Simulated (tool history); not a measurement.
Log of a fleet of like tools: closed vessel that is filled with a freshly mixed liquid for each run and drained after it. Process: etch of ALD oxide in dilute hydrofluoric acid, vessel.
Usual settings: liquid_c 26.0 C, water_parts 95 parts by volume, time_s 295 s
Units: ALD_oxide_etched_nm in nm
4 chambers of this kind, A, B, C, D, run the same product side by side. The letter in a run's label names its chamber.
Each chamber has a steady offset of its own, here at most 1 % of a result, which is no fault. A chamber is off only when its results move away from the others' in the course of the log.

run,hour,liquid_c,water_parts,time_s,"read-back film thickness of the ALD oxide reference wafer, read on the same gauge (nm)",ALD_oxide_etched_nm
1A,7.7,26.0,95,295,140.01,59.028
2B,13.5,26.0,95,295,139.99,58.778
3D,18.4,26.0,95,295,140.00,59.352
4C,23.8,26.0,95,295,139.99,58.308
5D,28.6,26.0,95,295,140.02,59.606
6A,34.0,28.5,95,380,139.98,83.700
7C,38.5,28.5,95,380,140.00,83.173
8B,44.2,28.5,95,380,139.99,83.743
9B,52.2,28.5,95,380,140.02,83.426
10C,58.0,26.0,95,295,140.00,58.562
11D,64.9,26.0,95,295,140.01,59.483
12A,72.0,26.0,95,295,140.00,59.058
13D,80.8,26.0,75,375,140.02,98.249
14C,90.1,26.0,75,375,139.99,96.994
15A,97.4,26.0,75,375,140.00,97.988
16B,102.3,26.0,75,375,140.00,96.800
# hour 108.2: chamber C: thermometer replaced
17D,109.5,26.0,95,295,139.99,59.182
18C,119.0,26.0,95,295,140.00,58.511
19B,127.0,26.0,95,295,140.01,58.341
20A,134.2,26.0,95,295,139.99,58.772
21C,139.4,26.0,95,295,140.00,59.281
22A,148.1,26.0,95,295,139.99,58.818
23D,155.3,26.0,95,295,140.00,59.187
24B,160.6,26.0,95,295,139.99,58.872
25C,169.2,26.0,95,295,140.00,59.502
26D,178.7,24.0,130,295,140.01,38.095
27B,185.1,24.0,130,295,139.99,38.676
28A,193.0,24.0,130,295,139.99,38.155
# hour 198.6: chamber D: hydrofluoric acid flow meter replaced
29A,201.6,24.0,130,295,140.01,37.947
30B,206.1,26.0,95,295,140.00,59.057
31D,210.9,26.0,95,295,139.99,58.942
32C,217.1,26.0,95,295,139.99,60.009
33D,225.3,23.5,95,295,139.99,53.662
34C,232.4,23.5,95,295,140.02,55.000
35B,241.5,23.5,95,295,139.98,53.703
36A,250.1,23.5,95,295,139.99,53.777

Next, every chamber runs the same settings. What will each give?
37A,257.2,26.0,95,295,,?
37B,257.2,26.0,95,295,,?
37C,257.2,26.0,95,295,,?
37D,257.2,26.0,95,295,,?

run,ALD_oxide_etched_nm
37A,58.671
37B,59.108
37C,60.717
37D,59.203

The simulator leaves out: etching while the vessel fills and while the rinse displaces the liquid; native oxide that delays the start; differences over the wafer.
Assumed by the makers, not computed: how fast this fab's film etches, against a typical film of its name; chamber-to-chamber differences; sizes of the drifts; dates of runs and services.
